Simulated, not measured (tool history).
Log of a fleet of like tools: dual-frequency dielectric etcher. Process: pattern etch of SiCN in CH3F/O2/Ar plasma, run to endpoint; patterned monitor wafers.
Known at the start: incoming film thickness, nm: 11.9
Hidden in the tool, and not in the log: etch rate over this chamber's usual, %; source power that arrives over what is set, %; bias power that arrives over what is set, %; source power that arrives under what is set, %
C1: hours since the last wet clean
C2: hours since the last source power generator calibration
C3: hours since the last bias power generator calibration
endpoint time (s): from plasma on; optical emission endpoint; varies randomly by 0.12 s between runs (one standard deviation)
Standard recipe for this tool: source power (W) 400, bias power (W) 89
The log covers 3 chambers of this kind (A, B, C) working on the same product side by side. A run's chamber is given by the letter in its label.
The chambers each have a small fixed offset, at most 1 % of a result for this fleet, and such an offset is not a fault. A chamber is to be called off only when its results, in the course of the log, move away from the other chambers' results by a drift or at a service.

-- hour=0.1 chamber A: wet clean of the chamber
run 1B hour=4.1 | source_power_(W)=400 bias_power_(W)=89 | C1=89.6 C2=1582.5 C3=427.4 | endpoint_time_(s)=29.152
run 2C hour=6.7 | source_power_(W)=400 bias_power_(W)=89 | C1=420.6 C2=164.0 C3=2360.6 | endpoint_time_(s)=29.600
run 3A hour=9.3 | source_power_(W)=400 bias_power_(W)=89 | C1=9.2 C2=3055.2 C3=1912.6 | endpoint_time_(s)=29.403
run 4B hour=13.4 | source_power_(W)=400 bias_power_(W)=89 | C1=98.9 C2=1591.8 C3=436.7 | endpoint_time_(s)=29.131
run 5C hour=18.4 | source_power_(W)=400 bias_power_(W)=89 | C1=432.3 C2=175.7 C3=2372.3 | endpoint_time_(s)=29.697
run 6A hour=23.6 | source_power_(W)=400 bias_power_(W)=89 | C1=23.5 C2=3069.5 C3=1926.9 | endpoint_time_(s)=29.511
run 7B hour=27.0 | source_power_(W)=400 bias_power_(W)=89 | C1=112.5 C2=1605.4 C3=450.3 | endpoint_time_(s)=29.075
run 8C hour=32.4 | source_power_(W)=400 bias_power_(W)=89 | C1=446.3 C2=189.7 C3=2386.3 | endpoint_time_(s)=29.708
run 9A hour=35.3 | source_power_(W)=400 bias_power_(W)=89 | C1=35.2 C2=3081.2 C3=1938.6 | endpoint_time_(s)=29.315
run 10C hour=39.8 | source_power_(W)=400 bias_power_(W)=89 | C1=453.7 C2=197.1 C3=2393.7 | endpoint_time_(s)=29.653
run 11A hour=44.5 | source_power_(W)=400 bias_power_(W)=89 | C1=44.4 C2=3090.4 C3=1947.8 | endpoint_time_(s)=29.322
run 12B hour=49.8 | source_power_(W)=310 bias_power_(W)=89 | C1=135.3 C2=1628.2 C3=473.1 | endpoint_time_(s)=31.667
run 13A hour=52.3 | source_power_(W)=310 bias_power_(W)=89 | C1=52.2 C2=3098.2 C3=1955.6 | endpoint_time_(s)=32.343
run 14C hour=57.9 | source_power_(W)=310 bias_power_(W)=89 | C1=471.8 C2=215.2 C3=2411.8 | endpoint_time_(s)=32.458
run 15B hour=63.2 | source_power_(W)=400 bias_power_(W)=89 | C1=148.7 C2=1641.6 C3=486.5 | endpoint_time_(s)=28.883
run 16B hour=68.0 | source_power_(W)=400 bias_power_(W)=89 | C1=153.5 C2=1646.4 C3=491.3 | endpoint_time_(s)=28.685
run 17A hour=73.2 | source_power_(W)=400 bias_power_(W)=89 | C1=73.1 C2=3119.1 C3=1976.5 | endpoint_time_(s)=29.268
run 18C hour=78.3 | source_power_(W)=400 bias_power_(W)=89 | C1=492.2 C2=235.6 C3=2432.2 | endpoint_time_(s)=29.680
run 19B hour=82.1 | source_power_(W)=400 bias_power_(W)=89 | C1=167.6 C2=1660.5 C3=505.4 | endpoint_time_(s)=28.569
run 20A hour=85.2 | source_power_(W)=400 bias_power_(W)=89 | C1=85.1 C2=3131.1 C3=1988.5 | endpoint_time_(s)=29.469
run 21C hour=89.2 | source_power_(W)=400 bias_power_(W)=89 | C1=503.1 C2=246.5 C3=2443.1 | endpoint_time_(s)=29.612
run 22B hour=94.4 | source_power_(W)=450 bias_power_(W)=79 | C1=179.9 C2=1672.8 C3=517.7 | endpoint_time_(s)=28.302
run 23C hour=98.9 | source_power_(W)=450 bias_power_(W)=79 | C1=512.8 C2=256.2 C3=2452.8 | endpoint_time_(s)=29.664
run 24A hour=102.7 | source_power_(W)=450 bias_power_(W)=79 | C1=102.6 C2=3148.6 C3=2006.0 | endpoint_time_(s)=29.446
run 25C hour=108.0 | source_power_(W)=400 bias_power_(W)=89 | C1=521.9 C2=265.3 C3=2461.9 | endpoint_time_(s)=29.414
run 26B hour=113.3 | source_power_(W)=400 bias_power_(W)=89 | C1=198.8 C2=1691.7 C3=536.6 | endpoint_time_(s)=27.890
run 27A hour=117.4 | source_power_(W)=400 bias_power_(W)=89 | C1=117.3 C2=3163.3 C3=2020.7 | endpoint_time_(s)=29.346
run 28C hour=122.3 | source_power_(W)=400 bias_power_(W)=89 | C1=536.2 C2=279.6 C3=2476.2 | endpoint_time_(s)=29.555
run 29A hour=126.7 | source_power_(W)=400 bias_power_(W)=89 | C1=126.6 C2=3172.6 C3=2030.0 | endpoint_time_(s)=29.147
run 30B hour=131.8 | source_power_(W)=400 bias_power_(W)=89 | C1=217.3 C2=1710.2 C3=555.1 | endpoint_time_(s)=27.935

What goes on in this fleet: one chamber off, a drifting gauge, or nothing beyond the chambers' own small offsets? Name the chamber and the cause, if any.

Chamber B drifts away from the others.
Cause: etch rate over this chamber's usual, % = 4.91.

Which of the 4 candidates below, each the usual settings with something changed and its results left as question marks, puts chamber B back in line with what the other chambers give on the usual settings?
To be in line, a result may differ from the other chambers' mean on the usual settings by at most: endpoint time (s) 0.430
run 31B-1 hour=135.9 | source_power_(W)=370 bias_power_(W)=89 | endpoint_time_(s)=?
run 31B-2 hour=135.9 | source_power_(W)=370 bias_power_(W)=82 | endpoint_time_(s)=?
run 31B-3 hour=135.9 | source_power_(W)=430 bias_power_(W)=96 | endpoint_time_(s)=?
run 31B-4 hour=135.9 | source_power_(W)=430 bias_power_(W)=89 | endpoint_time_(s)=?

The mean the other chambers reach with the usual settings: endpoint time (s) 29.462
run=31B-1 endpoint_time_(s)=28.540
run=31B-2 endpoint_time_(s)=29.427
run=31B-3 endpoint_time_(s)=26.259
run=31B-4 endpoint_time_(s)=27.015
31B-2 brings the chamber back in line.
